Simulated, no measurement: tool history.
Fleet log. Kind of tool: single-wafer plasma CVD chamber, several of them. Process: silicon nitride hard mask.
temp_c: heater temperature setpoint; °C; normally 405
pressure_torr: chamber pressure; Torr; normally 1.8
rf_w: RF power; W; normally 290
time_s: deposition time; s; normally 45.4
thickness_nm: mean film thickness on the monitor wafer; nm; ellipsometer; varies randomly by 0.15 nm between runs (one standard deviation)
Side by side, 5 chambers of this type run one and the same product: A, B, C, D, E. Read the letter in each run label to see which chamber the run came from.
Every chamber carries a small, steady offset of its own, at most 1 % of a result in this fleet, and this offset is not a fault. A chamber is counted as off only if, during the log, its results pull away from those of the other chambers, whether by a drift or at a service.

run	hour	temp_c	pressure_torr	rf_w	time_s	hours since the last thermocouple change	hours since the last RF generator calibration	hours since the last manometer calibration	read-back reference wafer on the same gauge, thickness_nm	thickness_nm
1B	8.2	405	1.8	290	45.4	1200.7	959.6	578.1	60.822	52.964
2D	14.6	405	1.8	290	45.4	916.2	1362.1	830.4	60.763	52.426
3E	26.4	405	1.8	290	45.4	109.4	818.7	609.8	60.816	52.229
4A	37.3	405	1.8	290	45.4	831.2	1218.9	1388.9	60.811	52.483
5C	47.5	405	1.8	290	45.4	444.3	1433.4	1708.1	60.735	52.689
6A	57.3	405	1.8	290	45.4	851.2	1238.9	1408.9	60.783	52.217
7B	68.5	405	1.8	290	45.4	1261	1019.9	638.4	60.822	52.716
8C	80.3	405	1.8	290	45.4	477.1	1466.2	1740.9	60.844	52.48
9E	88.3	405	1.8	290	45.4	171.3	880.6	671.7	60.832	52.313
10D	95.1	405	1.8	290	45.4	996.7	1442.6	910.9	60.749	52.541
11D	105.9	405	1.8	290	45.4	1007.5	1453.4	921.7	60.795	52.461
12C	112.3	405	1.8	290	45.4	509.1	1498.2	1772.9	60.839	52.612
13A	120.6	405	1.8	290	45.4	914.5	1302.2	1472.2	60.831	52.289
14B	127.6	405	1.8	290	45.4	1320.1	1079	697.5	60.81	52.657
15E	133.9	405	1.8	290	45.4	216.9	926.2	717.3	60.747	52.421
16C	146.2	405	1.8	290	45.4	543	1532.1	1806.8	60.803	52.499
17B	153.4	405	1.8	290	45.4	1345.9	1104.8	723.3	60.809	52.362
18A	163.3	405	1.8	290	45.4	957.2	1344.9	1514.9	60.791	52.327
19D	176.3	405	1.8	290	45.4	1077.9	1523.8	992.1	60.781	52.398
20E	183	405	1.5	240	45.4	266	975.3	766.4	60.811	43.591
21B	194.3	405	1.5	240	45.4	1386.8	1145.7	764.2	60.802	43.59
22E	202.7	405	1.5	240	45.4	285.7	995	786.1	60.826	43.799
23A	208.6	405	1.5	240	45.4	1002.5	1390.2	1560.2	60.786	43.807
24D	219.5	405	1.5	240	45.4	1121.1	1567	1035.3	60.853	43.595
25C	231.6	405	1.8	290	45.4	628.4	1617.5	1892.2	60.851	52.57
26A	239	405	1.8	290	45.4	1032.9	1420.6	1590.6	60.796	52.156
27D	251.6	405	1.8	290	45.4	1153.2	1599.1	1067.4	60.799	52.489
28E	259.8	405	1.8	290	45.4	342.8	1052.1	843.2	60.849	52.234
29C	268.5	405	1.8	290	45.4	665.3	1654.4	1929.1	60.765	52.434
30B	277	405	1.8	290	45.4	1469.5	1228.4	846.9	60.814	52.798
31B	288.8	405	1.8	290	45.4	1481.3	1240.2	858.7	60.817	52.783
32A	298.9	405	1.8	290	45.4	1092.8	1480.5	1650.5	60.801	52.354
# hour 303: chamber D: capacitance manometer re-zeroed and calibrated
33D	307	412	1.8	315	45.4	1208.6	1654.5	4	60.797	55.235
34E	318.4	412	1.8	315	45.4	401.4	1110.7	901.8	60.809	55.359
35C	324.4	412	1.8	315	45.4	721.2	1710.3	1985	60.801	55.033
36E	335.8	412	1.8	315	45.4	418.8	1128.1	919.2	60.79	55.119
# hour 345: chamber B: RF generator calibrated
37B	348.3	412	1.8	315	45.4	1540.8	3.4	918.2	60.782	55.809
# hour 349.5: chamber D: RF generator calibrated
38A	361.2	405	1.8	290	45.4	1155.1	1542.8	1712.8	60.781	52.364
39D	372.7	405	1.8	290	45.4	1274.3	23.3	69.7	60.795	52.411

Next, every chamber runs the same settings. What will each give?
40A	382.1	405	1.8	245	45.4					?
40B	382.1	405	1.8	245	45.4					?
40C	382.1	405	1.8	245	45.4					?
40D	382.1	405	1.8	245	45.4					?
40E	382.1	405	1.8	245	45.4					?

run	thickness_nm
40A	46.609
40B	47.109
40C	46.745
40D	46.597
40E	46.622

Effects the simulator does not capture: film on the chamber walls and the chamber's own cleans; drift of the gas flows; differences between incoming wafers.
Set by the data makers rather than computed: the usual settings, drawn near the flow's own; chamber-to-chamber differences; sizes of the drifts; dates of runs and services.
